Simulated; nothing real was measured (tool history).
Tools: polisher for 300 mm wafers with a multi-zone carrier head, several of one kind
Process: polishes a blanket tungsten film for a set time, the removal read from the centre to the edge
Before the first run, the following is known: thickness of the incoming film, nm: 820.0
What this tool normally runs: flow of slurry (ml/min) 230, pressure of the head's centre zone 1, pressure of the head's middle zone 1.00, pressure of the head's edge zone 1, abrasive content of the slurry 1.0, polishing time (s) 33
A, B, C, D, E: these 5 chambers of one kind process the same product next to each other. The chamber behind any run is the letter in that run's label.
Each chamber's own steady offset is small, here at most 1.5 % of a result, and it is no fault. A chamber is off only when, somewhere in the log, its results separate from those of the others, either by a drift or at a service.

run,day,flow of slurry (ml/min),pressure of the head's centre zone,pressure of the head's middle zone,pressure of the head's edge zone,abrasive content of the slurry,polishing time (s),film removed at the wafer's centre (Å),film removed at mid-radius (Å),film removed at the wafer's edge (Å)
1A,0.108,230,1,1.00,1,1.0,33,1435.9,1406.3,1449.5
2D,0.188,230,1,1.00,1,1.0,33,1447.1,1449.2,1462.7
3B,0.279,230,1,1.00,1,1.0,33,1436.5,1467.2,1462.2
4E,0.429,230,1,1.00,1,1.0,33,1430.3,1462.6,1470.8
5C,0.538,230,1,1.00,1,1.0,33,1444.3,1444.5,1407.3
6A,0.617,230,1,1.00,1,1.0,33,1437.2,1472.5,1484.5
7B,0.792,230,1,1.00,1,1.0,33,1440.4,1432.6,1465.1
8D,0.933,230,1,1.04,1,1.0,33,1435.7,1509.8,1479.0
# day 1.058: chamber C: worn pad replaced by a new one
# day 1.096: chamber D: worn pad replaced by a new one
9C,1.096,230,1,1.04,1,1.0,33,1460.2,1502.8,1419.7
10E,1.200,230,1,1.04,1,1.0,33,1442.3,1474.6,1483.5
11A,1.350,230,1,1.04,1,1.0,33,1429.4,1468.6,1472.7
12E,1.462,230,1,1.04,1,1.0,33,1435.3,1495.0,1453.0
13C,1.558,230,1,1.00,1,1.0,33,1448.8,1426.4,1453.0
14D,1.688,200,1,1.00,1,1.3,33,1517.0,1561.7,1502.1
15B,1.842,200,1,1.00,1,1.3,33,1516.8,1485.0,1556.2
16D,1.992,200,1,1.00,1,1.3,33,1505.0,1542.1,1523.4
17E,2.088,200,1,1.00,1,1.3,33,1533.7,1513.1,1537.0
# day 2.146: chamber B: worn pad replaced by a new one
18B,2.196,200,1,1.00,1,1.3,33,1526.1,1517.8,1492.5
19C,2.300,230,1,1.00,1,1.0,33,1408.1,1427.7,1446.1
20A,2.450,230,1,1.00,1,1.0,33,1472.8,1429.3,1436.5
# day 2.467: chamber E: worn pad replaced by a new one
21D,2.629,230,1,1.00,1,1.0,33,1440.3,1459.7,1446.0
# day 2.633: chamber A: worn pad replaced by a new one
22A,2.788,230,1,1.00,1,1.0,33,1465.9,1445.5,1446.0
23E,2.917,230,1,1.00,1,1.0,33,1426.8,1435.3,1464.1
24B,3.050,230,1,1.00,1,1.0,33,1487.9,1448.8,1405.4
# day 3.112: chamber C: slurry nozzle cleaned
25C,3.217,230,1,1.00,1,1.0,33,1452.9,1454.3,1447.6
26B,3.367,230,1,1.00,1,1.0,33,1492.8,1440.5,1422.6
27E,3.525,230,1,1.00,1,1.0,33,1464.2,1443.5,1485.1
28C,3.658,230,1,1.00,1,1.0,33,1427.7,1457.2,1463.7
29A,3.779,230,1,1.00,1,1.0,33,1447.6,1465.4,1423.2
30D,3.888,230,1,1.00,1,1.0,33,1433.9,1482.4,1421.8
31B,4.017,230,1,1.00,1,1.0,33,1538.2,1458.8,1466.5
32C,4.196,230,1,1.00,1,1.0,33,1446.2,1461.9,1448.1
# day 4.233: chamber B: slurry nozzle cleaned
33E,4.321,230,1,1.00,1,1.0,33,1428.0,1480.8,1451.0
34D,4.421,185,1,1.00,1,1.0,33,1413.8,1404.0,1407.4
# day 4.475: chamber C: worn pad replaced by a new one
35A,4.529,185,1,1.00,1,1.0,33,1437.5,1386.2,1410.9
36C,4.625,185,1,1.00,1,1.0,33,1383.0,1358.9,1410.5
37B,4.792,185,1,1.00,1,1.0,33,1510.3,1424.3,1412.8
38D,4.938,185,1,1.00,1,1.0,33,1390.4,1450.3,1413.4
39E,5.033,230,1,1.00,1,1.0,33,1445.1,1474.3,1470.3
40A,5.212,230,1,1.00,1,1.0,33,1449.8,1437.7,1428.8
41B,5.308,230,1,1.00,1,1.0,33,1566.6,1448.2,1476.8
42E,5.404,230,1,1.00,1,1.0,33,1439.2,1445.9,1457.9

Does one chamber stand apart from the rest, does the shared gauge drift, or is all well apart from small per-chamber offsets? Give the chamber and the most likely cause, where there is one.

It is chamber B that slowly wanders off from its peers.
What lies behind it: centre zone's pressure above its setpoint, % = 7.35.

Chamber B could run next with any of the 4 candidate recipes listed below; each alters the usual settings, and their results appear as question marks. Which one brings its results back in line with what the other chambers deliver on the usual settings?
To be in line, a result may differ from the other chambers' mean on the usual settings by at most: film removed at the wafer's centre (Å) 47.0; film removed at mid-radius (Å) 68.0; film removed at the wafer's edge (Å) 71.0
43B-1,5.533,220,0.88,1.02,1.04,1.0,33,?,?,?
43B-2,5.533,225,0.93,1.01,1.02,1.0,33,?,?,?
43B-3,5.533,240,1.13,0.98,0.95,1.0,33,?,?,?
43B-4,5.533,235,1.07,0.99,0.98,1.0,33,?,?,?

Usual-settings mean across the other chambers: film removed at the wafer's centre (Å) 1445.9; film removed at mid-radius (Å) 1450.6; film removed at the wafer's edge (Å) 1447.8
run,film removed at the wafer's centre (Å),film removed at mid-radius (Å),film removed at the wafer's edge (Å)
43B-1,1355.2,1453.8,1470.7
43B-2,1446.0,1444.3,1458.8
43B-3,1807.6,1414.1,1414.2
43B-4,1698.2,1424.3,1434.4
With 43B-2, the chamber falls back in line with the rest.
